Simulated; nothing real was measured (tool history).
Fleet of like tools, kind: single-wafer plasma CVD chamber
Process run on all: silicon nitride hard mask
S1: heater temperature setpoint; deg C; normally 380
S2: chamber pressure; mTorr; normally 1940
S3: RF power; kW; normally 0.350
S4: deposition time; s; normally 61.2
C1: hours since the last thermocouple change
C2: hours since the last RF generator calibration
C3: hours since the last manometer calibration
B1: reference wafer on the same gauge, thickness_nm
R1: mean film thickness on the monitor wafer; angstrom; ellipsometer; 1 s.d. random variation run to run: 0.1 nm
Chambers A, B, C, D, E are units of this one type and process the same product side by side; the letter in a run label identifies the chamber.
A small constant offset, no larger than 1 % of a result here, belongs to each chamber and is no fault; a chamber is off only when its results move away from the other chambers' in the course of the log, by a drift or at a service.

run,hour,S1,S2,S3,S4,C1,C2,C3,B1,R1
1C,6.9,380,1940,0.350,61.2,888.9,1626.3,547.2,81.110,824.01
2A,11.5,380,1940,0.350,61.2,525.2,411.7,154.4,81.083,825.26
3E,18.1,380,1940,0.350,61.2,1518.6,1613.4,1911.3,81.128,830.77
4B,23.9,380,1940,0.350,61.2,1795.2,345.1,1474.5,81.115,833.62
5D,29.4,380,1940,0.350,61.2,552.9,672.0,1442.2,81.142,836.56
6D,37.2,380,1940,0.350,61.2,560.7,679.8,1450.0,81.149,835.98
7B,43.8,380,1940,0.350,61.2,1815.1,365.0,1494.4,81.161,836.05
8C,52.1,380,1940,0.350,61.2,934.1,1671.5,592.4,81.164,826.56
9E,59.3,380,1940,0.295,61.2,1559.8,1654.6,1952.5,81.178,744.74
10A,63.5,380,1940,0.295,61.2,577.2,463.7,206.4,81.201,738.70
11B,72.3,380,1940,0.295,61.2,1843.6,393.5,1522.9,81.192,746.44
12D,79.3,380,1940,0.295,61.2,602.8,721.9,1492.1,81.206,751.46
13A,84.6,380,1940,0.295,61.2,598.3,484.8,227.5,81.221,738.77
# hour 91.5: chamber E: RF generator calibrated
14C,93.6,380,1940,0.350,61.2,975.6,1713.0,633.9,81.191,828.51
15E,97.7,380,1940,0.350,61.2,1598.2,6.3,1990.9,81.197,831.67
16A,103.2,380,1940,0.350,61.2,616.9,503.4,246.1,81.231,825.59
17C,107.2,390,2320,0.350,61.2,989.2,1726.6,647.5,81.235,862.15
18B,114.8,390,2320,0.350,61.2,1886.1,436.0,1565.4,81.244,874.40
19D,121.7,390,2320,0.350,61.2,645.2,764.3,1534.5,81.268,872.74
# hour 128.8: chamber C: thermocouple changed; heater temperature recalibrated
20E,130.9,390,2320,0.350,61.2,1631.4,39.5,2024.1,81.247,867.16
# hour 137.5: chamber E: capacitance manometer re-zeroed and calibrated
21D,139.0,390,2320,0.350,61.2,662.5,781.6,1551.8,81.278,873.27
22E,145.9,387,1940,0.350,61.2,1646.4,54.5,8.5,81.317,828.63
23C,152.8,387,1940,0.350,61.2,24.0,1772.2,693.1,81.289,825.39
24A,161.5,387,1940,0.350,61.2,675.2,561.7,304.4,81.315,825.53
25B,167.9,387,1940,0.350,61.2,1939.2,489.1,1618.5,81.313,834.95
# hour 172.1: chamber C: RF generator calibrated
26E,174.6,387,1940,0.350,61.2,1675.1,83.2,37.2,81.357,831.62
27A,181.4,380,2330,0.310,61.2,695.1,581.6,324.3,81.348,801.90
28B,186.4,380,2330,0.310,61.2,1957.7,507.6,1637.0,81.334,812.56
29C,193.7,380,2330,0.310,61.2,64.9,21.6,734.0,81.392,806.52
30D,199.2,380,2330,0.310,61.2,722.7,841.8,1612.0,81.333,814.69
31E,208.2,380,2330,0.310,61.2,1708.7,116.8,70.8,81.366,808.16
32B,216.2,380,1940,0.350,61.2,1987.5,537.4,1666.8,81.382,839.33
33C,222.5,380,1940,0.350,61.2,93.7,50.4,762.8,81.382,829.55
34D,227.6,380,1940,0.350,61.2,751.1,870.2,1640.4,81.399,839.44
35A,236.8,380,1940,0.350,61.2,750.5,637.0,379.7,81.414,827.71
36B,240.9,380,1940,0.350,61.2,2012.2,562.1,1691.5,81.421,838.69
37E,249.0,385,1940,0.310,61.2,1749.5,157.6,111.6,81.409,770.94
38D,257.3,385,1940,0.310,61.2,780.8,899.9,1670.1,81.436,775.01
39C,263.5,385,1940,0.310,61.2,134.7,91.4,803.8,81.449,768.32
40A,269.3,385,1940,0.310,61.2,783.0,669.5,412.2,81.449,764.74
41C,274.9,385,1940,0.310,61.2,146.1,102.8,815.2,81.472,766.98
42E,283.6,380,1940,0.350,61.2,1784.1,192.2,146.2,81.476,835.92
43A,292.4,380,1940,0.350,61.2,806.1,692.6,435.3,81.498,831.02

Each of the 5 chambers runs these same settings next. Fill in every chamber's results:
44A,299.0,380,1940,0.350,61.2,,,,,?
44B,299.0,380,1940,0.350,61.2,,,,,?
44C,299.0,380,1940,0.350,61.2,,,,,?
44D,299.0,380,1940,0.350,61.2,,,,,?
44E,299.0,380,1940,0.350,61.2,,,,,?

run,R1
44A,827.12
44B,840.18
44C,831.89
44D,838.96
44E,834.72
